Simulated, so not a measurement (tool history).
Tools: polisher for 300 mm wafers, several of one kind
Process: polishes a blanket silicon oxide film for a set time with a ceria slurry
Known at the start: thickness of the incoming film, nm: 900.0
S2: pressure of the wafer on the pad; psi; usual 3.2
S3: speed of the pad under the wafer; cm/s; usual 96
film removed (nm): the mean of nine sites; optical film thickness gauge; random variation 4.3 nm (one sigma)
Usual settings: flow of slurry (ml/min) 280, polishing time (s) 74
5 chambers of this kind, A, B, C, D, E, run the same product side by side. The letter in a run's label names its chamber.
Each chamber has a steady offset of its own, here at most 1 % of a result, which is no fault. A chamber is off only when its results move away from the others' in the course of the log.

{"run": "1E", "hour": 8.0, "flow of slurry (ml/min)": 280, "S2": 3.2, "S3": 96, "polishing time (s)": 74, "film removed (nm)": 314.81}
{"hour": 17.8, "done": "chamber D: worn pad replaced by a new one"}
{"run": "2C", "hour": 20.5, "flow of slurry (ml/min)": 280, "S2": 3.2, "S3": 96, "polishing time (s)": 74, "film removed (nm)": 327}
{"hour": 24.0, "done": "chamber C: worn pad replaced by a new one"}
{"run": "3B", "hour": 32.7, "flow of slurry (ml/min)": 280, "S2": 3.2, "S3": 96, "polishing time (s)": 74, "film removed (nm)": 318.8}
{"hour": 33.6, "done": "chamber B: worn pad replaced by a new one"}
{"run": "4A", "hour": 44.4, "flow of slurry (ml/min)": 280, "S2": 3.2, "S3": 96, "polishing time (s)": 74, "film removed (nm)": 317.81}
{"hour": 47.0, "done": "chamber C: head pressure recalibrated"}
{"hour": 51.0, "done": "chamber A: head pressure recalibrated"}
{"run": "5D", "hour": 57.4, "flow of slurry (ml/min)": 280, "S2": 3.2, "S3": 96, "polishing time (s)": 74, "film removed (nm)": 322.99}
{"run": "6E", "hour": 67.2, "flow of slurry (ml/min)": 280, "S2": 3.2, "S3": 96, "polishing time (s)": 74, "film removed (nm)": 316.24}
{"hour": 72.1, "done": "chamber B: head pressure recalibrated"}
{"hour": 76.2, "done": "chamber E: worn pad replaced by a new one"}
{"run": "7A", "hour": 80.7, "flow of slurry (ml/min)": 280, "S2": 3.2, "S3": 96, "polishing time (s)": 74, "film removed (nm)": 324.89}
{"run": "8B", "hour": 87.3, "flow of slurry (ml/min)": 280, "S2": 3.2, "S3": 96, "polishing time (s)": 74, "film removed (nm)": 321.63}
{"hour": 88.8, "done": "chamber A: worn pad replaced by a new one"}
{"run": "9D", "hour": 99.3, "flow of slurry (ml/min)": 200, "S2": 3.2, "S3": 96, "polishing time (s)": 74, "film removed (nm)": 304.8}
{"hour": 108.1, "done": "chamber C: worn pad replaced by a new one"}
{"run": "10C", "hour": 109.7, "flow of slurry (ml/min)": 200, "S2": 3.2, "S3": 96, "polishing time (s)": 74, "film removed (nm)": 304.33}
{"hour": 117.4, "done": "chamber E: slurry nozzle cleaned"}
{"run": "11D", "hour": 119.7, "flow of slurry (ml/min)": 200, "S2": 3.2, "S3": 96, "polishing time (s)": 74, "film removed (nm)": 310.25}
{"run": "12C", "hour": 129.9, "flow of slurry (ml/min)": 200, "S2": 3.2, "S3": 96, "polishing time (s)": 74, "film removed (nm)": 315.42}
{"hour": 138.9, "done": "chamber B: worn pad replaced by a new one"}
{"run": "13E", "hour": 139.1, "flow of slurry (ml/min)": 200, "S2": 3.2, "S3": 96, "polishing time (s)": 74, "film removed (nm)": 307.46}
{"run": "14A", "hour": 145.1, "flow of slurry (ml/min)": 280, "S2": 3.2, "S3": 96, "polishing time (s)": 74, "film removed (nm)": 322.68}
{"run": "15B", "hour": 153.6, "flow of slurry (ml/min)": 280, "S2": 3.2, "S3": 96, "polishing time (s)": 74, "film removed (nm)": 319.52}
{"run": "16B", "hour": 162.9, "flow of slurry (ml/min)": 280, "S2": 3.2, "S3": 96, "polishing time (s)": 74, "film removed (nm)": 329.1}
{"run": "17D", "hour": 169.2, "flow of slurry (ml/min)": 280, "S2": 3.2, "S3": 96, "polishing time (s)": 74, "film removed (nm)": 317.7}
{"hour": 179.6, "done": "chamber D: worn pad replaced by a new one"}
{"run": "18C", "hour": 180.3, "flow of slurry (ml/min)": 320, "S2": 3.2, "S3": 96, "polishing time (s)": 74, "film removed (nm)": 323.63}
{"run": "19E", "hour": 186.3, "flow of slurry (ml/min)": 320, "S2": 3.2, "S3": 96, "polishing time (s)": 74, "film removed (nm)": 325.47}
{"hour": 189.3, "done": "chamber A: worn pad replaced by a new one"}
{"run": "20A", "hour": 193.3, "flow of slurry (ml/min)": 320, "S2": 3.2, "S3": 96, "polishing time (s)": 74, "film removed (nm)": 327.55}
{"hour": 194.4, "done": "chamber C: worn pad replaced by a new one"}
{"hour": 198.2, "done": "chamber E: worn pad replaced by a new one"}
{"run": "21D", "hour": 204.9, "flow of slurry (ml/min)": 320, "S2": 3.2, "S3": 96, "polishing time (s)": 74, "film removed (nm)": 315.61}
{"hour": 209.3, "done": "chamber E: head pressure recalibrated"}
{"hour": 211.3, "done": "chamber B: slurry nozzle cleaned"}
{"run": "22A", "hour": 212.6, "flow of slurry (ml/min)": 320, "S2": 3.2, "S3": 96, "polishing time (s)": 74, "film removed (nm)": 317.65}
{"run": "23B", "hour": 224.3, "flow of slurry (ml/min)": 280, "S2": 3.2, "S3": 96, "polishing time (s)": 74, "film removed (nm)": 317.29}
{"hour": 227.7, "done": "chamber C: slurry nozzle cleaned"}
{"run": "24C", "hour": 232.3, "flow of slurry (ml/min)": 280, "S2": 3.2, "S3": 96, "polishing time (s)": 74, "film removed (nm)": 322.28}
{"hour": 240.4, "done": "chamber D: head pressure recalibrated"}
{"hour": 240.7, "done": "chamber B: worn pad replaced by a new one"}
{"run": "25E", "hour": 244.1, "flow of slurry (ml/min)": 280, "S2": 2.4, "S3": 108, "polishing time (s)": 74, "film removed (nm)": 266.89}
{"run": "26C", "hour": 251.4, "flow of slurry (ml/min)": 280, "S2": 2.4, "S3": 108, "polishing time (s)": 74, "film removed (nm)": 273.93}
{"hour": 261.3, "done": "chamber C: worn pad replaced by a new one"}
{"run": "27A", "hour": 263.1, "flow of slurry (ml/min)": 280, "S2": 2.4, "S3": 108, "polishing time (s)": 74, "film removed (nm)": 267.91}
{"run": "28D", "hour": 272.8, "flow of slurry (ml/min)": 280, "S2": 2.4, "S3": 108, "polishing time (s)": 74, "film removed (nm)": 240.31}
{"run": "29B", "hour": 278.6, "flow of slurry (ml/min)": 280, "S2": 2.4, "S3": 108, "polishing time (s)": 74, "film removed (nm)": 271.11}
{"run": "30E", "hour": 287.9, "flow of slurry (ml/min)": 280, "S2": 3.2, "S3": 96, "polishing time (s)": 74, "film removed (nm)": 312.26}
{"hour": 288.6, "done": "chamber A: worn pad replaced by a new one"}
{"run": "31D", "hour": 298.6, "flow of slurry (ml/min)": 280, "S2": 3.2, "S3": 96, "polishing time (s)": 74, "film removed (nm)": 295.36}
{"hour": 304.1, "done": "chamber E: worn pad replaced by a new one"}
{"run": "32E", "hour": 307.4, "flow of slurry (ml/min)": 280, "S2": 3.2, "S3": 96, "polishing time (s)": 53, "film removed (nm)": 229.66}
{"hour": 311.5, "done": "chamber A: slurry nozzle cleaned"}
{"run": "33C", "hour": 320.3, "flow of slurry (ml/min)": 280, "S2": 3.2, "S3": 96, "polishing time (s)": 53, "film removed (nm)": 233.14}
{"hour": 332.3, "done": "chamber C: worn pad replaced by a new one"}
{"run": "34B", "hour": 332.6, "flow of slurry (ml/min)": 280, "S2": 3.2, "S3": 96, "polishing time (s)": 53, "film removed (nm)": 232.5}
{"hour": 340.7, "done": "chamber D: worn pad replaced by a new one"}
{"run": "35A", "hour": 341.0, "flow of slurry (ml/min)": 280, "S2": 3.2, "S3": 96, "polishing time (s)": 53, "film removed (nm)": 227.22}
{"hour": 343.5, "done": "chamber B: worn pad replaced by a new one"}
{"run": "36B", "hour": 350.7, "flow of slurry (ml/min)": 280, "S2": 3.2, "S3": 96, "polishing time (s)": 53, "film removed (nm)": 226.33}
{"run": "37C", "hour": 357.6, "flow of slurry (ml/min)": 280, "S2": 3.2, "S3": 96, "polishing time (s)": 74, "film removed (nm)": 323.05}
{"run": "38D", "hour": 365.4, "flow of slurry (ml/min)": 280, "S2": 3.2, "S3": 96, "polishing time (s)": 74, "film removed (nm)": 286.47}
{"run": "39E", "hour": 372.5, "flow of slurry (ml/min)": 280, "S2": 3.2, "S3": 96, "polishing time (s)": 74, "film removed (nm)": 311.59}
{"run": "40A", "hour": 378.5, "flow of slurry (ml/min)": 280, "S2": 3.2, "S3": 96, "polishing time (s)": 74, "film removed (nm)": 315.5}

What goes on in this fleet: one chamber off, a drifting gauge, or nothing beyond the chambers' own small offsets? Name the chamber and the cause, if any.

A service left chamber D off against the others.
Cause: head's pressure below its setpoint, % = 9.28.

Here are 4 candidates for chamber D's next run, each the usual settings with a change, their results left as question marks. Which one brings its results back in line with what the others give on the usual settings?
In line means no further than this from the other chambers' mean on the usual settings: film removed (nm) 15
{"run": "41D-1", "hour": 388.2, "flow of slurry (ml/min)": 285, "S2": 3.2, "S3": 114, "polishing time (s)": 74, "film removed (nm)": "?"}
{"run": "41D-2", "hour": 388.2, "flow of slurry (ml/min)": 275, "S2": 3.2, "S3": 86, "polishing time (s)": 74, "film removed (nm)": "?"}
{"run": "41D-3", "hour": 388.2, "flow of slurry (ml/min)": 280, "S2": 3, "S3": 90, "polishing time (s)": 69, "film removed (nm)": "?"}
{"run": "41D-4", "hour": 388.2, "flow of slurry (ml/min)": 280, "S2": 3.3, "S3": 100, "polishing time (s)": 77, "film removed (nm)": "?"}

The other chambers' mean on the usual settings: film removed (nm) 319.65
run=41D-1 film_removed_(nm)=342.23
run=41D-2 film_removed_(nm)=256.43
run=41D-3 film_removed_(nm)=235.09
run=41D-4 film_removed_(nm)=321.16
41D-4 brings the chamber back in line.
